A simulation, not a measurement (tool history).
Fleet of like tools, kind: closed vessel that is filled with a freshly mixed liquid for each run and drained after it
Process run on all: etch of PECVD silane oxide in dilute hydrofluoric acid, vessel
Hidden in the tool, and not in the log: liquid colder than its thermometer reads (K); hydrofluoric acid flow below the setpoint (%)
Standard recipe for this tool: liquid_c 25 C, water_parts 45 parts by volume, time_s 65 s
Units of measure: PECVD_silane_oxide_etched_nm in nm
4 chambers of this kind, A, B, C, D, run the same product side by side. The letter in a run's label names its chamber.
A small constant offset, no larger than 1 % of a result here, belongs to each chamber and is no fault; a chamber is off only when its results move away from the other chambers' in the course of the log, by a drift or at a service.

run	hour	liquid_c	water_parts	time_s	hours since the thermometer was replaced	hours since the hydrofluoric acid flow meter was replaced	read-back film thickness of the PECVD silane oxide reference wafer, read on the same gauge (nm)	PECVD_silane_oxide_etched_nm
1A	4.5	25	45	65	1751.4	1326.3	99.983	47.423
2B	9.1	25	45	65	879.2	618.3	100.000	47.288
3D	14.7	25	45	65	515.7	269.0	100.000	47.908
4C	18.0	25	45	65	552.9	392.0	99.994	47.430
5A	21.8	25	45	65	1768.7	1343.6	100.040	47.422
6C	26.2	25	45	65	561.1	400.2	100.060	47.355
7D	29.3	25	45	65	530.3	283.6	99.966	47.688
8B	32.3	25	45	65	902.4	641.5	99.969	46.249
9D	35.2	25	45	65	536.2	289.5	100.020	48.280
10B	41.3	25	45	65	911.4	650.5	100.010	46.983
11A	46.8	25	45	65	1793.7	1368.6	100.010	48.197
12C	49.7	25	45	65	584.6	423.7	100.050	47.407
13A	55.5	25	45	65	1802.4	1377.3	100.040	48.053
14C	60.8	25	45	65	595.7	434.8	99.999	47.305
15B	64.9	25	45	65	935.0	674.1	100.020	45.551
16D	68.4	25	45	65	569.4	322.7	99.998	48.106
17B	72.8	25	45	65	942.9	682.0	100.010	45.083
18C	77.1	25	45	65	612.0	451.1	99.999	48.186
19A	80.7	25	45	65	1827.6	1402.5	99.989	47.477
20D	83.7	25	45	65	584.7	338.0	100.030	47.368
21B	89.7	25	60	100	959.8	698.9	100.020	50.717
22A	93.7	25	60	100	1840.6	1415.5	99.975	54.386
23C	97.9	25	60	100	632.8	471.9	100.020	53.538
24D	103.5	25	60	100	604.5	357.8	99.974	54.063
25C	109.5	25	45	65	644.4	483.5	99.958	48.254
26D	115.2	25	45	65	616.2	369.5	100.000	47.218
27B	120.9	25	45	65	991.0	730.1	99.967	42.615

Next, all 4 chambers run the settings below, one line each with question marks for the results. What does each chamber give?
28A	125.3	25	45	65				?
28B	125.3	25	45	65				?
28C	125.3	25	45	65				?
28D	125.3	25	45	65				?

run	PECVD_silane_oxide_etched_nm
28A	47.628
28B	43.294
28C	47.580
28D	48.484
